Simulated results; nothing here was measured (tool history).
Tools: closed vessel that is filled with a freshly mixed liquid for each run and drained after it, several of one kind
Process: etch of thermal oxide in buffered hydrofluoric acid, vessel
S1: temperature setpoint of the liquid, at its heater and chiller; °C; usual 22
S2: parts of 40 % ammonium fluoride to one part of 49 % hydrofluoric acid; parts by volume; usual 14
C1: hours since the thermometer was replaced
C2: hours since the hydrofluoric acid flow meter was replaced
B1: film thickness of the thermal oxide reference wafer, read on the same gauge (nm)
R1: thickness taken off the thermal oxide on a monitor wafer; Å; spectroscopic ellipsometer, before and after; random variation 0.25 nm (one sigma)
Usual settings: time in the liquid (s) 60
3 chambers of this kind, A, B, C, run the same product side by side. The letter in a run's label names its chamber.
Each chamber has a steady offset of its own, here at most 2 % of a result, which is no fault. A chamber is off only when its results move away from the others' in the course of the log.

Run 1B, day 0.212: usual settings; C1 998.4; C2 196.6; B1 150.03. Result: R1 440.90 Å.
Run 2A, day 0.529: usual settings; C1 1376.1; C2 1211.0; B1 150.01. Result: R1 443.74 Å.
Run 3C, day 0.754: usual settings; C1 779.4; C2 927.2; B1 150.00. Result: R1 429.74 Å.
Run 4B, day 1.092: usual settings; C1 1019.5; C2 217.7; B1 150.00. Result: R1 441.20 Å.
Run 5C, day 1.329: usual settings; C1 793.2; C2 941.0; B1 149.98. Result: R1 432.63 Å.
Run 6A, day 1.692: usual settings; C1 1404.0; C2 1238.9; B1 150.00. Result: R1 441.29 Å.
Run 7B, day 2.054: usual settings; C1 1042.6; C2 240.8; B1 150.01. Result: R1 444.55 Å.
Run 8C, day 2.383: usual settings; C1 818.5; C2 966.3; B1 150.01. Result: R1 433.54 Å.
Run 9A, day 2.679: usual settings; C1 1427.7; C2 1262.6; B1 150.01. Result: R1 445.23 Å.
Run 10B, day 3.058: usual settings; C1 1066.7; C2 264.9; B1 150.00. Result: R1 440.07 Å.
Run 11C, day 3.271: usual settings but S2 18 parts by volume, time in the liquid (s) 85; C1 839.8; C2 987.6; B1 150.04. Result: R1 483.49 Å.
Run 12A, day 3.621: usual settings but S2 18 parts by volume, time in the liquid (s) 85; C1 1450.3; C2 1285.2; B1 150.02. Result: R1 487.67 Å.
Run 13C, day 3.829: usual settings but S2 18 parts by volume, time in the liquid (s) 85; C1 853.2; C2 1001.0; B1 149.98. Result: R1 479.59 Å.
Run 14A, day 4.050: usual settings; C1 1460.6; C2 1295.5; B1 150.01. Result: R1 439.02 Å.
Run 15B, day 4.350: usual settings but S2 18 parts by volume; C1 1097.7; C2 295.9; B1 150.00. Result: R1 344.33 Å.
Run 16B, day 4.700: usual settings but S2 18 parts by volume; C1 1106.1; C2 304.3; B1 150.01. Result: R1 345.39 Å.
Run 17C, day 4.929: usual settings but S2 18 parts by volume; C1 879.6; C2 1027.4; B1 150.00. Result: R1 340.78 Å.
Run 18A, day 5.192: usual settings; C1 1488.0; C2 1322.9; B1 150.00. Result: R1 429.97 Å.
Run 19A, day 5.396: usual settings; C1 1492.9; C2 1327.8; B1 150.02. Result: R1 433.16 Å.
Run 20B, day 5.775: usual settings but S2 16 parts by volume; C1 1131.9; C2 330.1; B1 150.01. Result: R1 384.03 Å.
Run 21C, day 6.150: usual settings but S2 16 parts by volume; C1 908.9; C2 1056.7; B1 150.00. Result: R1 378.92 Å.
Run 22A, day 6.438: usual settings but S2 16 parts by volume; C1 1517.9; C2 1352.8; B1 150.02. Result: R1 373.84 Å.
Run 23B, day 6.692: usual settings; C1 1153.9; C2 352.1; B1 150.00. Result: R1 442.42 Å.
Run 24C, day 6.908: usual settings but S2 11 parts by volume, time in the liquid (s) 95; C1 927.1; C2 1074.9; B1 150.01. Result: R1 867.82 Å.
Run 25B, day 7.233: usual settings but S2 11 parts by volume, time in the liquid (s) 95; C1 1166.9; C2 365.1; B1 150.00. Result: R1 887.69 Å.
Run 26A, day 7.462: usual settings but S2 11 parts by volume, time in the liquid (s) 95; C1 1542.5; C2 1377.4; B1 149.98. Result: R1 846.33 Å.
Run 27C, day 7.700: usual settings; C1 946.1; C2 1093.9; B1 150.00. Result: R1 431.96 Å.
Run 28A, day 7.875: usual settings; C1 1552.4; C2 1387.3; B1 150.01. Result: R1 418.62 Å.
Run 29C, day 8.100: usual settings; C1 955.7; C2 1103.5; B1 149.98. Result: R1 431.70 Å.
Run 30B, day 8.454: usual settings; C1 1196.2; C2 394.4; B1 150.02. Result: R1 437.98 Å.
Run 31A, day 8.650: usual settings; C1 1571.0; C2 1405.9; B1 150.02. Result: R1 415.41 Å.
Run 32B, day 8.946: usual settings; C1 1208.0; C2 406.2; B1 149.99. Result: R1 442.58 Å.
Run 33C, day 9.225: usual settings; C1 982.7; C2 1130.5; B1 150.00. Result: R1 434.79 Å.
Run 34C, day 9.488: usual settings; C1 989.0; C2 1136.8; B1 150.00. Result: R1 431.76 Å.

Is one chamber off against the others, does the gauge drift, or is nothing wrong? If a chamber is off, say which, and what the likeliest cause is.

Chamber A drifts away from the others.
Cause: hydrofluoric acid flow below the setpoint (%) = 7.89.
The log may not tell that from: liquid colder than its thermometer reads (K).

Here are 4 candidates for chamber A's next run, each the usual settings with a change, their results left as question marks. Which one brings its results back in line with what the others give on the usual settings?
In line means no further than this from the other chambers' mean on the usual settings: R1 8.80 Å
Run 35A-1, day 9.767: usual settings but S2 13.5 parts by volume, time in the liquid (s) 65. Result: R1 ?.
Run 35A-2, day 9.767: usual settings but S2 15.0 parts by volume. Result: R1 ?.
Run 35A-3, day 9.767: usual settings but S1 22.5 °C, S2 13.5 parts by volume. Result: R1 ?.
Run 35A-4, day 9.767: usual settings but S2 14.5 parts by volume, time in the liquid (s) 55. Result: R1 ?.

The other chambers' mean on the usual settings: R1 437.15 Å
  run      R1
35A-1  459.61
35A-2  382.04
35A-3  436.13
35A-4  362.22
35A-3 brings the chamber back in line.
